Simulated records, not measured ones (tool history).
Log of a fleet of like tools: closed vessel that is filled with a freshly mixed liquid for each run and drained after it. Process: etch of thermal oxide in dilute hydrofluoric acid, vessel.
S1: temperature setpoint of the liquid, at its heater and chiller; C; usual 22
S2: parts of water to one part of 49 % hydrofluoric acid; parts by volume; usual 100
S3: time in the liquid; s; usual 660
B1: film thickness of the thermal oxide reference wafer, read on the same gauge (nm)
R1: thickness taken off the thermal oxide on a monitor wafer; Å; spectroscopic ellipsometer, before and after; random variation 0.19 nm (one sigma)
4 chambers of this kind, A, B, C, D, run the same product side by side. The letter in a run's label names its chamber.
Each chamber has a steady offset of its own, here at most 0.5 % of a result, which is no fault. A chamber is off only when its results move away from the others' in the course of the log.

Run 1A, day 0.196: usual settings; B1 49.999. Result: R1 298.27 Å.
Run 2C, day 0.358: usual settings; B1 50.003. Result: R1 300.33 Å.
Run 3B, day 0.488: usual settings; B1 50.022. Result: R1 299.46 Å.
Run 4D, day 0.583: usual settings; B1 49.997. Result: R1 293.92 Å.
Run 5B, day 0.683: usual settings; B1 49.992. Result: R1 298.61 Å.
Run 6C, day 0.838: usual settings; B1 50.004. Result: R1 299.02 Å.
Run 7D, day 0.988: usual settings; B1 49.964. Result: R1 294.26 Å.
Run 8A, day 1.125: usual settings; B1 50.036. Result: R1 295.36 Å.
Run 9B, day 1.329: usual settings; B1 50.001. Result: R1 295.76 Å.
Run 10D, day 1.446: usual settings; B1 50.008. Result: R1 298.59 Å.
Run 11C, day 1.654: usual settings; B1 49.987. Result: R1 298.47 Å.
Run 12A, day 1.754: usual settings; B1 49.992. Result: R1 296.16 Å.
Run 13D, day 1.929: usual settings; B1 49.981. Result: R1 299.79 Å.
Run 14A, day 2.096: usual settings but S2 55 parts by volume; B1 50.005. Result: R1 572.57 Å.
Run 15B, day 2.308: usual settings but S2 55 parts by volume; B1 49.987. Result: R1 574.25 Å.
Run 16C, day 2.508: usual settings but S2 55 parts by volume; B1 50.003. Result: R1 574.93 Å.
Run 17B, day 2.642: usual settings but S2 55 parts by volume; B1 49.988. Result: R1 561.57 Å.
Run 18C, day 2.783: usual settings; B1 49.999. Result: R1 298.98 Å.
Run 19A, day 2.95: usual settings; B1 50.031. Result: R1 294.97 Å.
Run 20D, day 3.112: usual settings; B1 49.975. Result: R1 296.07 Å.
Run 21A, day 3.254: usual settings; B1 49.972. Result: R1 297.2 Å.
Run 22C, day 3.408: usual settings but S1 20.5 C; B1 50.023. Result: R1 279.8 Å.
Run 23D, day 3.625: usual settings but S1 20.5 C; B1 50.021. Result: R1 278.52 Å.
Run 24B, day 3.742: usual settings but S1 20.5 C; B1 50.021. Result: R1 270.6 Å.
Run 25C, day 3.858: usual settings but S1 20.5 C; B1 49.985. Result: R1 281.58 Å.
Run 26B, day 4: usual settings; B1 50.028. Result: R1 285.65 Å.
Run 27A, day 4.167: usual settings but S2 75 parts by volume, S3 955 s; B1 49.996. Result: R1 598.64 Å.
Run 28D, day 4.271: usual settings but S2 75 parts by volume, S3 955 s; B1 50.027. Result: R1 595.55 Å.
Run 29A, day 4.479: usual settings but S2 75 parts by volume, S3 955 s; B1 49.988. Result: R1 593.96 Å.
Run 30C, day 4.688: usual settings but S2 75 parts by volume, S3 955 s; B1 49.977. Result: R1 588.07 Å.

Is one chamber off against the others, does the gauge drift, or is nothing wrong? If a chamber is off, say which, and what the likeliest cause is.

Chamber B drifts away from the others.
Cause: liquid colder than its thermometer reads (K) = 1.36.
The log may not tell that from: hydrofluoric acid flow below the setpoint (%).

Here are 4 candidates for chamber B's next run, each the usual settings with a change, their results left as question marks. Which one brings its results back in line with what the others give on the usual settings?
In line means no further than this from the other chambers' mean on the usual settings: R1 6.7 Å
Run 31B-1, day 4.842: usual settings but S3 655 s. Result: R1 ?.
Run 31B-2, day 4.842: usual settings but S3 630 s. Result: R1 ?.
Run 31B-3, day 4.842: usual settings but S3 695 s. Result: R1 ?.
Run 31B-4, day 4.842: usual settings but S3 665 s. Result: R1 ?.

The other chambers' mean on the usual settings: R1 297.23 Å
  run      R1
31B-1  282.09
31B-2  271.33
31B-3  299.32
31B-4   286.4
31B-3 brings the chamber back in line.
